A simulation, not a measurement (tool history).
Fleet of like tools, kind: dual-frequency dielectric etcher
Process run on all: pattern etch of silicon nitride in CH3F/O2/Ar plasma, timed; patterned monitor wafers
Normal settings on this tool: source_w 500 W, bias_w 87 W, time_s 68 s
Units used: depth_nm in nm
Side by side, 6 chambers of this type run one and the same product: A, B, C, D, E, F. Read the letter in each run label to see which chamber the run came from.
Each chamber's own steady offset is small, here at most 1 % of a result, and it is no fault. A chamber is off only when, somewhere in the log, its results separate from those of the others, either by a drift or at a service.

run	day	source_w	bias_w	time_s	read-back reference wafer on the same gauge, depth_nm	depth_nm
1D	0.258	500	87	68	53.902	55.792
# day 0.279: chamber D: wet clean of the chamber
2C	0.708	500	87	68	53.88	55.173
# day 1.008: chamber F: bias power generator calibrated
3E	1.175	500	87	68	53.958	54.932
4A	1.467	500	87	68	53.846	55.625
5B	1.992	500	87	68	53.866	55.32
6F	2.288	500	87	68	53.858	55.031
7D	2.746	500	87	68	53.929	55.748
8B	3.138	500	87	68	53.826	55.204
9E	3.504	500	87	68	53.826	55.117
10C	3.9	500	87	68	53.837	55.256
11A	4.254	500	87	68	53.919	55.229
12F	4.833	500	87	68	53.899	55.12
13E	5.154	500	87	68	53.838	54.991
14F	5.458	600	68	68	53.948	54.113
15C	5.858	600	68	68	53.865	54.674
16D	6.188	600	68	68	53.951	55.209
17B	6.658	600	68	68	53.973	54.358
18A	7.233	600	68	68	53.893	55.039
# day 7.312: chamber B: bias power generator calibrated
# day 7.579: chamber E: wet clean of the chamber
19A	7.788	600	68	68	53.869	54.701
# day 8.075: chamber F: wet clean of the chamber
20C	8.15	560	87	68	53.922	57.42
21F	8.633	560	87	68	53.923	57.804
22E	9.196	560	87	68	53.924	57.793
# day 9.508: chamber A: source power generator calibrated
23B	9.55	560	87	68	53.93	57.517
24D	10.025	560	87	68	53.888	58.116
25A	10.412	560	87	68	53.909	59.084
26E	10.904	500	87	68	53.911	55.263
27C	11.433	500	87	68	53.88	55.403
28F	11.867	500	87	68	53.889	55.195
29B	12.442	500	87	68	53.907	54.569
30D	13.008	500	87	68	53.885	56.08
31C	13.462	500	87	68	53.922	54.913
32B	13.979	500	87	68	53.823	55.08
33A	14.496	500	87	68	53.867	57.397
34D	14.75	500	87	68	53.919	55.792
35E	15.283	500	87	68	53.912	54.833
36F	15.554	620	87	68	53.848	59.673
37F	15.9	620	87	68	53.885	59.387
38B	16.175	620	87	68	53.921	59.702

Read the log: is a single chamber off, either drifting away or since a service, is the gauge that measures every chamber drifting, or is nothing wrong beyond small per-chamber offsets? Name any odd chamber and what most likely caused it.

It is chamber A that slowly wanders off from its peers.
What lies behind it: etch rate over this chamber's usual, % = 4.83.

Here are 4 candidates for chamber A's next run, each the usual settings with a change, their results left as question marks. Which one brings its results back in line with what the others give on the usual settings?
Counts as in line when no further than this from what the other chambers average on the usual settings: depth_nm 0.88 nm
39A-1	16.592	500	88	70.5		?
39A-2	16.592	490	85	68		?
39A-3	16.592	500	91	68		?
39A-4	16.592	490	87	65		?

Average result of the remaining chambers running the usual settings: depth_nm 55.255 nm
run	depth_nm
39A-1	60.332
39A-2	57.044
39A-3	58.897
39A-4	54.982
With 39A-4, the chamber falls back in line with the rest.
